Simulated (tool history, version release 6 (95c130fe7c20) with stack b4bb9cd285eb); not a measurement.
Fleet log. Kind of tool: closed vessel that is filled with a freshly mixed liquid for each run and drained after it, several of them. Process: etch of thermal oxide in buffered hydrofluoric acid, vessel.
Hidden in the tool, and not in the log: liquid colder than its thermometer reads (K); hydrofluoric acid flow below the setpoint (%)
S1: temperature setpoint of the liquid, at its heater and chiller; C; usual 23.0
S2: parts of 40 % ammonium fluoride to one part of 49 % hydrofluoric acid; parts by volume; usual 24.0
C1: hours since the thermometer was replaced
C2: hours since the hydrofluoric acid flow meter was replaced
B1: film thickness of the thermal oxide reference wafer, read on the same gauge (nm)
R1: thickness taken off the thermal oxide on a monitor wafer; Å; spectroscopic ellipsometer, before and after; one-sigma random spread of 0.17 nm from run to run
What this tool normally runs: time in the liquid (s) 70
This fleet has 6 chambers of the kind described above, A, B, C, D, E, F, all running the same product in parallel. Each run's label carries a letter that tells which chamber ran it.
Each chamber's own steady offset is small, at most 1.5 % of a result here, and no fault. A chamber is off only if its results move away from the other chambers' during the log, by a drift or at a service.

{"hour": 4.3, "done": "chamber B: hydrofluoric acid flow meter replaced"}
{"run": "1B", "hour": 7.3, "S1": 23.0, "S2": 24.0, "time in the liquid (s)": 70, "C1": 416.6, "C2": 3.0, "B1": 140.0, "R1": 321.02}
{"run": "2D", "hour": 13.7, "S1": 23.0, "S2": 24.0, "time in the liquid (s)": 70, "C1": 1140.1, "C2": 1492.9, "B1": 140.01, "R1": 319.41}
{"run": "3C", "hour": 18.2, "S1": 23.0, "S2": 24.0, "time in the liquid (s)": 70, "C1": 24.4, "C2": 731.2, "B1": 140.0, "R1": 321.43}
{"run": "4E", "hour": 26.1, "S1": 23.0, "S2": 24.0, "time in the liquid (s)": 70, "C1": 1995.6, "C2": 221.3, "B1": 140.03, "R1": 320.72}
{"run": "5A", "hour": 34.4, "S1": 23.0, "S2": 24.0, "time in the liquid (s)": 70, "C1": 864.3, "C2": 509.2, "B1": 140.0, "R1": 326.94}
{"run": "6F", "hour": 40.9, "S1": 23.0, "S2": 24.0, "time in the liquid (s)": 70, "C1": 96.3, "C2": 257.1, "B1": 139.99, "R1": 324.87}
{"run": "7E", "hour": 45.4, "S1": 23.0, "S2": 24.0, "time in the liquid (s)": 70, "C1": 2014.9, "C2": 240.6, "B1": 140.01, "R1": 320.53}
{"run": "8D", "hour": 52.7, "S1": 23.0, "S2": 24.0, "time in the liquid (s)": 70, "C1": 1179.1, "C2": 1531.9, "B1": 140.01, "R1": 322.54}
{"run": "9B", "hour": 60.5, "S1": 23.0, "S2": 24.0, "time in the liquid (s)": 70, "C1": 469.8, "C2": 56.2, "B1": 140.0, "R1": 318.74}
{"run": "10F", "hour": 69.8, "S1": 23.0, "S2": 24.0, "time in the liquid (s)": 70, "C1": 125.2, "C2": 286.0, "B1": 140.0, "R1": 323.83}
{"run": "11C", "hour": 75.6, "S1": 23.0, "S2": 24.0, "time in the liquid (s)": 70, "C1": 81.8, "C2": 788.6, "B1": 140.0, "R1": 324.24}
{"run": "12A", "hour": 80.0, "S1": 23.0, "S2": 24.0, "time in the liquid (s)": 70, "C1": 909.9, "C2": 554.8, "B1": 139.99, "R1": 325.66}
{"run": "13F", "hour": 89.5, "S1": 23.0, "S2": 24.0, "time in the liquid (s)": 70, "C1": 144.9, "C2": 305.7, "B1": 140.02, "R1": 324.61}
{"run": "14D", "hour": 96.2, "S1": 23.0, "S2": 24.0, "time in the liquid (s)": 70, "C1": 1222.6, "C2": 1575.4, "B1": 140.0, "R1": 325.04}
{"run": "15E", "hour": 102.7, "S1": 23.0, "S2": 24.0, "time in the liquid (s)": 70, "C1": 2072.2, "C2": 297.9, "B1": 140.0, "R1": 318.76}
{"run": "16A", "hour": 109.5, "S1": 23.0, "S2": 27.5, "time in the liquid (s)": 70, "C1": 939.4, "C2": 584.3, "B1": 139.99, "R1": 297.99}
{"run": "17C", "hour": 117.3, "S1": 23.0, "S2": 27.5, "time in the liquid (s)": 70, "C1": 123.5, "C2": 830.3, "B1": 139.99, "R1": 293.7}
{"run": "18B", "hour": 122.0, "S1": 23.0, "S2": 27.5, "time in the liquid (s)": 70, "C1": 531.3, "C2": 117.7, "B1": 140.02, "R1": 293.59}
{"run": "19D", "hour": 129.1, "S1": 23.0, "S2": 27.5, "time in the liquid (s)": 70, "C1": 1255.5, "C2": 1608.3, "B1": 140.01, "R1": 291.73}
{"hour": 133.3, "done": "chamber D: hydrofluoric acid flow meter replaced"}
{"run": "20F", "hour": 138.6, "S1": 23.0, "S2": 27.5, "time in the liquid (s)": 70, "C1": 194.0, "C2": 354.8, "B1": 140.01, "R1": 292.92}
{"hour": 145.1, "done": "chamber F: hydrofluoric acid flow meter replaced"}
{"run": "21A", "hour": 147.7, "S1": 23.0, "S2": 27.5, "time in the liquid (s)": 70, "C1": 977.6, "C2": 622.5, "B1": 140.02, "R1": 296.47}
{"run": "22C", "hour": 155.6, "S1": 27.5, "S2": 15.5, "time in the liquid (s)": 70, "C1": 161.8, "C2": 868.6, "B1": 140.01, "R1": 598.16}
{"run": "23B", "hour": 161.4, "S1": 27.5, "S2": 15.5, "time in the liquid (s)": 70, "C1": 570.7, "C2": 157.1, "B1": 140.01, "R1": 597.71}
{"run": "24E", "hour": 168.9, "S1": 27.5, "S2": 15.5, "time in the liquid (s)": 70, "C1": 2138.4, "C2": 364.1, "B1": 140.0, "R1": 610.66}
{"run": "25B", "hour": 173.7, "S1": 27.5, "S2": 15.5, "time in the liquid (s)": 70, "C1": 583.0, "C2": 169.4, "B1": 139.99, "R1": 599.22}
{"run": "26D", "hour": 179.6, "S1": 27.5, "S2": 15.5, "time in the liquid (s)": 70, "C1": 1306.0, "C2": 46.4, "B1": 140.02, "R1": 584.26}
{"run": "27F", "hour": 186.1, "S1": 27.5, "S2": 15.5, "time in the liquid (s)": 70, "C1": 241.5, "C2": 41.1, "B1": 139.99, "R1": 605.65}
{"run": "28C", "hour": 195.3, "S1": 21.0, "S2": 24.0, "time in the liquid (s)": 70, "C1": 201.5, "C2": 908.3, "B1": 140.02, "R1": 289.07}
{"run": "29A", "hour": 204.5, "S1": 21.0, "S2": 24.0, "time in the liquid (s)": 70, "C1": 1034.4, "C2": 679.3, "B1": 140.0, "R1": 292.61}
{"run": "30E", "hour": 208.8, "S1": 21.0, "S2": 24.0, "time in the liquid (s)": 70, "C1": 2178.3, "C2": 404.0, "B1": 139.99, "R1": 284.36}
{"run": "31F", "hour": 217.0, "S1": 21.0, "S2": 24.0, "time in the liquid (s)": 70, "C1": 272.4, "C2": 72.0, "B1": 140.0, "R1": 294.18}
{"run": "32B", "hour": 224.6, "S1": 21.0, "S2": 24.0, "time in the liquid (s)": 70, "C1": 633.9, "C2": 220.3, "B1": 140.0, "R1": 288.93}
{"run": "33D", "hour": 229.0, "S1": 21.0, "S2": 24.0, "time in the liquid (s)": 70, "C1": 1355.4, "C2": 95.8, "B1": 140.0, "R1": 280.12}
{"run": "34C", "hour": 235.0, "S1": 23.0, "S2": 24.0, "time in the liquid (s)": 70, "C1": 241.2, "C2": 948.0, "B1": 139.98, "R1": 321.73}
{"run": "35A", "hour": 240.5, "S1": 23.0, "S2": 24.0, "time in the liquid (s)": 70, "C1": 1070.4, "C2": 715.3, "B1": 140.0, "R1": 324.45}
{"run": "36E", "hour": 247.6, "S1": 23.0, "S2": 24.0, "time in the liquid (s)": 70, "C1": 2217.1, "C2": 442.8, "B1": 140.02, "R1": 320.84}

All chambers now run identical settings, listed one chamber a line with results as question marks. What results will each chamber show?
{"run": "37A", "hour": 254.5, "S1": 23.0, "S2": 21.0, "time in the liquid (s)": 70, "R1": "?"}
{"run": "37B", "hour": 254.5, "S1": 23.0, "S2": 21.0, "time in the liquid (s)": 70, "R1": "?"}
{"run": "37C", "hour": 254.5, "S1": 23.0, "S2": 21.0, "time in the liquid (s)": 70, "R1": "?"}
{"run": "37D", "hour": 254.5, "S1": 23.0, "S2": 21.0, "time in the liquid (s)": 70, "R1": "?"}
{"run": "37E", "hour": 254.5, "S1": 23.0, "S2": 21.0, "time in the liquid (s)": 70, "R1": "?"}
{"run": "37F", "hour": 254.5, "S1": 23.0, "S2": 21.0, "time in the liquid (s)": 70, "R1": "?"}

run=37A R1=357.32
run=37B R1=352.36
run=37C R1=351.54
run=37D R1=340.07
run=37E R1=352.57
run=37F R1=354.26

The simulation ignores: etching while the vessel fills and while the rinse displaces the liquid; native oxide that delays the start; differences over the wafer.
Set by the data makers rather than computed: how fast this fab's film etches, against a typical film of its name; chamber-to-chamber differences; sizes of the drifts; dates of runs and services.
